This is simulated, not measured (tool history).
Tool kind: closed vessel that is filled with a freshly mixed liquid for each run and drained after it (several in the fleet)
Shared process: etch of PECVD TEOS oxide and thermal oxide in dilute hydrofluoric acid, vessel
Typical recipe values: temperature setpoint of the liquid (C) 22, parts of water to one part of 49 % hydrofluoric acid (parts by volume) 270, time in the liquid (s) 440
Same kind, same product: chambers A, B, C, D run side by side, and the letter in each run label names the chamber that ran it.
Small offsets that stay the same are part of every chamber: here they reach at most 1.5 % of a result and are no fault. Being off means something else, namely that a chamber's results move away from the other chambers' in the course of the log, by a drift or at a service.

run,hour,temperature setpoint of the liquid (C),parts of water to one part of 49 % hydrofluoric acid (parts by volume),time in the liquid (s),"read-back film thickness of the PECVD TEOS oxide reference wafer, read on the same gauge (nm)","read-back film thickness of the thermal oxide reference wafer, read on the same gauge (nm)",thickness taken off the PECVD TEOS oxide on a monitor wafer (Å),thickness taken off the thermal oxide on a monitor wafer (Å)
1C,9.6,22,270,440,120.00,80.057,173.02,58.111
2A,15.5,22,270,440,119.99,80.001,169.16,58.491
3B,24.1,22,270,440,119.98,79.992,171.96,58.119
4D,33.6,22,270,440,120.01,79.973,171.35,58.027
5A,39.6,22,270,440,119.98,80.011,169.52,58.335
6B,49.6,22,270,440,120.01,79.989,171.37,57.631
7D,60.1,22,270,440,119.98,79.996,172.81,57.598
8C,69.3,22,270,440,119.98,80.019,172.90,58.083
9D,74.4,22,270,440,120.00,79.984,175.17,57.726
10B,82.6,25,270,440,119.97,80.023,191.33,64.098
11A,89.5,25,270,440,119.99,80.042,189.08,65.391
12C,95.2,25,270,440,119.98,80.025,194.62,64.731
13C,100.4,25,270,440,120.02,80.025,194.37,64.246
14D,109.4,22,270,440,120.01,80.040,170.76,58.019
15B,118.3,22,270,440,120.00,80.027,175.11,57.608
16A,125.7,22,270,440,120.00,80.018,170.85,57.882
# hour 131.3: chamber A: hydrofluoric acid flow meter replaced
# hour 133.1: chamber B: thermometer replaced
17C,134.1,22,270,440,120.00,80.020,175.10,58.262
18A,142.7,22,270,440,120.00,80.013,168.17,58.479
19B,150.7,22,270,440,120.00,80.019,170.65,57.665
20D,159.2,22,270,440,119.99,80.031,170.09,58.040
21C,166.0,22,270,440,120.00,80.030,174.48,58.048
22B,171.1,22,270,440,120.02,80.011,171.03,58.027
23D,176.5,22,270,440,120.01,80.002,169.92,57.683
24A,186.4,22,270,605,120.00,80.005,234.30,80.438
25A,194.9,22,270,605,120.01,80.029,236.19,80.300
26B,203.3,22,270,605,119.98,80.045,238.06,78.936
27C,213.5,22,270,605,120.01,79.951,242.84,79.075
28D,222.3,22,270,440,120.00,79.988,171.44,58.202

Does one chamber stand apart from the rest, does the shared gauge drift, or is all well apart from small per-chamber offsets? Give the chamber and the most likely cause, where there is one.

All chambers stay in line apart from their small fixed offsets, and the gauge does not drift.
